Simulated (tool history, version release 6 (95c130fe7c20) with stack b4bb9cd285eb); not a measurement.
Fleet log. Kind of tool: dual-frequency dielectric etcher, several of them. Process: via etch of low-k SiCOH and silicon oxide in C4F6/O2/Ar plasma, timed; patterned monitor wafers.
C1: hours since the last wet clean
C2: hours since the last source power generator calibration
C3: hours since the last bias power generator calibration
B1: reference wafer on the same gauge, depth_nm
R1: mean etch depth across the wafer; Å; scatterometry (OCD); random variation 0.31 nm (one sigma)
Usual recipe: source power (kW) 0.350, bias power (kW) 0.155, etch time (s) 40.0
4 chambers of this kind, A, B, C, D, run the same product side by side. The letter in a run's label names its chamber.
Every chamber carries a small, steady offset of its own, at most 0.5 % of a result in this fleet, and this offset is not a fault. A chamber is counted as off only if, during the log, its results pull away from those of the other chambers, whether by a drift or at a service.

run 1A day=0.088 | source_power_(kW)=0.350 bias_power_(kW)=0.155 etch_time_(s)=40.0 | C1=346.3 C2=3100.2 C3=678.0 | B1=94.696 | R1=854.54
run 2B day=0.183 | source_power_(kW)=0.350 bias_power_(kW)=0.155 etch_time_(s)=40.0 | C1=476.2 C2=667.9 C3=2669.9 | B1=94.771 | R1=857.15
run 3C day=0.300 | source_power_(kW)=0.350 bias_power_(kW)=0.155 etch_time_(s)=40.0 | C1=274.6 C2=78.7 C3=4105.7 | B1=94.702 | R1=858.22
run 4D day=0.396 | source_power_(kW)=0.350 bias_power_(kW)=0.155 etch_time_(s)=40.0 | C1=249.9 C2=1356.1 C3=3327.9 | B1=94.668 | R1=853.60
run 5D day=0.579 | source_power_(kW)=0.350 bias_power_(kW)=0.155 etch_time_(s)=40.0 | C1=254.3 C2=1360.5 C3=3332.3 | B1=94.711 | R1=858.32
run 6A day=0.712 | source_power_(kW)=0.350 bias_power_(kW)=0.155 etch_time_(s)=40.0 | C1=361.3 C2=3115.2 C3=693.0 | B1=94.773 | R1=859.89
run 7C day=0.854 | source_power_(kW)=0.350 bias_power_(kW)=0.155 etch_time_(s)=40.0 | C1=287.9 C2=92.0 C3=4119.0 | B1=94.631 | R1=858.33
run 8B day=1.012 | source_power_(kW)=0.350 bias_power_(kW)=0.155 etch_time_(s)=40.0 | C1=496.1 C2=687.8 C3=2689.8 | B1=94.724 | R1=853.12
run 9D day=1.117 | source_power_(kW)=0.350 bias_power_(kW)=0.155 etch_time_(s)=40.0 | C1=267.2 C2=1373.4 C3=3345.2 | B1=94.687 | R1=859.33
run 10B day=1.312 | source_power_(kW)=0.410 bias_power_(kW)=0.155 etch_time_(s)=45.0 | C1=503.3 C2=695.0 C3=2697.0 | B1=94.682 | R1=1031.90
run 11A day=1.488 | source_power_(kW)=0.410 bias_power_(kW)=0.155 etch_time_(s)=45.0 | C1=379.9 C2=3133.8 C3=711.6 | B1=94.669 | R1=1022.50
run 12C day=1.583 | source_power_(kW)=0.410 bias_power_(kW)=0.155 etch_time_(s)=45.0 | C1=305.4 C2=109.5 C3=4136.5 | B1=94.763 | R1=1022.20
run 13C day=1.762 | source_power_(kW)=0.410 bias_power_(kW)=0.155 etch_time_(s)=45.0 | C1=309.7 C2=113.8 C3=4140.8 | B1=94.711 | R1=1026.90
run 14D day=1.946 | source_power_(kW)=0.350 bias_power_(kW)=0.131 etch_time_(s)=51.5 | C1=287.1 C2=1393.3 C3=3365.1 | B1=94.792 | R1=1069.30
run 15A day=2.092 | source_power_(kW)=0.350 bias_power_(kW)=0.131 etch_time_(s)=51.5 | C1=394.4 C2=3148.3 C3=726.1 | B1=94.697 | R1=1050.80
run 16B day=2.254 | source_power_(kW)=0.350 bias_power_(kW)=0.131 etch_time_(s)=51.5 | C1=525.9 C2=717.6 C3=2719.6 | B1=94.747 | R1=1047.70
run 17B day=2.425 | source_power_(kW)=0.350 bias_power_(kW)=0.131 etch_time_(s)=51.5 | C1=530.0 C2=721.7 C3=2723.7 | B1=94.742 | R1=1048.90
run 18A day=2.608 | source_power_(kW)=0.350 bias_power_(kW)=0.155 etch_time_(s)=40.0 | C1=406.8 C2=3160.7 C3=738.5 | B1=94.725 | R1=859.59
run 19C day=2.762 | source_power_(kW)=0.400 bias_power_(kW)=0.180 etch_time_(s)=40.0 | C1=333.7 C2=137.8 C3=4164.8 | B1=94.726 | R1=954.48
run 20D day=2.875 | source_power_(kW)=0.400 bias_power_(kW)=0.180 etch_time_(s)=40.0 | C1=309.4 C2=1415.6 C3=3387.4 | B1=94.670 | R1=972.04
run 21C day=2.975 | source_power_(kW)=0.400 bias_power_(kW)=0.180 etch_time_(s)=40.0 | C1=338.8 C2=142.9 C3=4169.9 | B1=94.770 | R1=951.64
run 22B day=3.071 | source_power_(kW)=0.400 bias_power_(kW)=0.180 etch_time_(s)=40.0 | C1=545.5 C2=737.2 C3=2739.2 | B1=94.710 | R1=941.99
run 23D day=3.204 | source_power_(kW)=0.350 bias_power_(kW)=0.155 etch_time_(s)=40.0 | C1=317.3 C2=1423.5 C3=3395.3 | B1=94.649 | R1=885.04
run 24A day=3.375 | source_power_(kW)=0.350 bias_power_(kW)=0.155 etch_time_(s)=40.0 | C1=425.2 C2=3179.1 C3=756.9 | B1=94.712 | R1=856.07
run 25D day=3.554 | source_power_(kW)=0.350 bias_power_(kW)=0.155 etch_time_(s)=40.0 | C1=325.7 C2=1431.9 C3=3403.7 | B1=94.711 | R1=892.91

Is one chamber out of step, is the gauge drifting, or do the chambers differ by no more than their own small offsets? For an off chamber, give its letter and the likeliest cause.

Chamber D drifts away from the others.
Likeliest cause: etch rate over this chamber's usual, % = 4.33.

Below are 4 candidate recipes for chamber D's next run, each the usual settings with a change, their results shown as question marks. Which of them brings D's results back in line with what the other chambers give on the usual settings?
In line means no further than this from the other chambers' mean on the usual settings: R1 11.00 Å
run 26D-1 day=3.692 | source_power_(kW)=0.350 bias_power_(kW)=0.154 etch_time_(s)=38.5 | R1=?
run 26D-2 day=3.692 | source_power_(kW)=0.350 bias_power_(kW)=0.155 etch_time_(s)=41.5 | R1=?
run 26D-3 day=3.692 | source_power_(kW)=0.340 bias_power_(kW)=0.155 etch_time_(s)=37.5 | R1=?
run 26D-4 day=3.692 | source_power_(kW)=0.360 bias_power_(kW)=0.155 etch_time_(s)=43.0 | R1=?

The mean the other chambers reach with the usual settings: R1 857.92 Å
run=26D-1 R1=856.97
run=26D-2 R1=925.57
run=26D-3 R1=826.99
run=26D-4 R1=969.59
It is 26D-1 that realigns the chamber with its peers.

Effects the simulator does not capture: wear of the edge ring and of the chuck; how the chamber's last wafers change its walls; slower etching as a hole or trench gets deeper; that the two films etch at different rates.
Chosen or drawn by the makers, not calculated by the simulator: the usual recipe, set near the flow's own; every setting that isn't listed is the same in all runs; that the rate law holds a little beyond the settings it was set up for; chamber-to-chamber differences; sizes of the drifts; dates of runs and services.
